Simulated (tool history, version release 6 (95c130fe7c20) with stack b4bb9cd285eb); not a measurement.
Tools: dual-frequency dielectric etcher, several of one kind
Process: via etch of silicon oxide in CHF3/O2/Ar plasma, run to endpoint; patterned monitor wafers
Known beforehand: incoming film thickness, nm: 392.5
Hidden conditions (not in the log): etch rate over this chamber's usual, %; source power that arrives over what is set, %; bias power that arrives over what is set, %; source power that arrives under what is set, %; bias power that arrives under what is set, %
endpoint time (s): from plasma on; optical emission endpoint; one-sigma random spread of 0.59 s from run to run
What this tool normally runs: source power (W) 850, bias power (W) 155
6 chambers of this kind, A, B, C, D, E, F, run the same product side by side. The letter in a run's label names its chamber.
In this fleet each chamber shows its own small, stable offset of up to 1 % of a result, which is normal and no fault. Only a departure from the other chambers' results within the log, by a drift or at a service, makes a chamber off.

run,hour,source power (W),bias power (W),hours since the last wet clean,hours since the last source power generator calibration,hours since the last bias power generator calibration,endpoint time (s)
1F,9.0,850,155,149.7,706.8,3373.1,180.97
2A,16.8,850,155,83.8,1192.7,1287.3,181.80
3D,26.7,850,155,258.8,1120.2,2458.4,183.10
4B,32.8,850,155,452.8,1882.4,2777.3,181.14
# hour 43.2: chamber B: bias power generator calibrated
5C,44.2,850,155,447.8,3942.6,523.7,182.33
6E,49.8,850,155,353.7,4023.3,842.4,182.45
7C,60.7,850,177,464.3,3959.1,540.2,175.89
8A,72.1,850,177,139.1,1248.0,1342.6,174.16
# hour 76.6: chamber C: wet clean of the chamber
9B,80.4,850,177,500.4,1930.0,37.3,173.77
10F,87.0,850,177,227.7,784.8,3451.1,173.62
11E,96.3,850,177,400.2,4069.8,888.9,175.08
12D,103.5,850,177,335.6,1197.0,2535.2,174.15
13C,109.7,850,155,33.2,4008.1,589.2,184.44
14D,116.3,850,155,348.4,1209.8,2548.0,181.95
15F,123.7,850,155,264.4,821.5,3487.8,180.18
16B,133.8,850,155,553.8,1983.4,90.7,182.47
# hour 136.4: chamber B: wet clean of the chamber
17A,145.1,760,171,212.1,1321.0,1415.6,184.02
18E,150.2,760,171,454.1,4123.7,942.8,186.45
19C,156.2,760,171,79.7,4054.6,635.7,186.63
20E,163.1,760,171,467.0,4136.6,955.7,183.53
21A,170.5,760,171,237.5,1346.4,1441.0,183.34
22F,182.1,760,171,322.8,879.9,3546.2,183.23
23D,192.5,850,155,424.6,1286.0,2624.2,181.01
24B,200.7,850,155,64.4,2050.3,157.6,181.61
25D,206.9,970,178,439.0,1300.4,2638.6,164.43
26A,215.8,970,178,282.8,1391.7,1486.3,164.48
27B,221.3,970,178,85.0,2070.9,178.2,164.16
28C,230.7,970,178,154.2,4129.1,710.2,167.14
# hour 236.0: chamber D: bias power generator calibrated
29F,238.9,970,178,379.6,936.7,3603.0,164.30
30E,247.3,970,178,551.2,4220.8,1039.9,166.66
# hour 254.5: chamber F: wet clean of the chamber
31D,258.5,850,155,490.6,1352.0,22.6,182.26
32B,267.3,850,155,131.0,2116.9,224.2,181.57
# hour 272.3: chamber E: wet clean of the chamber
33A,278.7,850,155,345.7,1454.6,1549.2,179.50
34E,286.0,850,155,13.8,4259.5,1078.6,182.33
35F,295.4,850,155,40.9,993.2,3659.5,180.79
36C,303.6,850,155,227.1,4202.0,783.1,184.76
# hour 305.2: chamber F: bias power generator calibrated
37C,310.7,850,155,234.2,4209.1,790.2,184.42
# hour 319.3: chamber D: wet clean of the chamber
38D,322.4,1040,155,3.2,1415.9,86.5,168.61
39A,329.4,1040,155,396.4,1505.3,1599.9,164.67
40B,336.4,1040,155,200.1,2186.0,293.3,168.60
41E,345.4,1040,155,73.2,4318.9,1138.0,169.06
42F,350.5,1040,155,96.0,1048.3,45.3,166.75
43D,358.5,1040,155,39.3,1452.0,122.6,169.50
44C,366.9,850,155,290.4,4265.3,846.4,183.54

What goes on in this fleet: one chamber off, a drifting gauge, or nothing beyond the chambers' own small offsets? Name the chamber and the cause, if any.

It is chamber A that slowly wanders off from its peers.
Cause: etch rate over this chamber's usual, % = 3.1.

Which of the 4 candidates below, each the usual settings with something changed and its results left as question marks, puts chamber A back in line with what the other chambers give on the usual settings?
In line here means within this much of the mean the other chambers give on the usual settings: endpoint time (s) 2.10
45A-1,375.3,720,155,,,,?
45A-2,375.3,810,149,,,,?
45A-3,375.3,1000,155,,,,?
45A-4,375.3,890,161,,,,?

Usual-settings mean across the other chambers: endpoint time (s) 182.43
run,endpoint time (s)
45A-1,188.35
45A-2,182.37
45A-3,166.07
45A-4,171.58
45A-2 brings the chamber back in line.
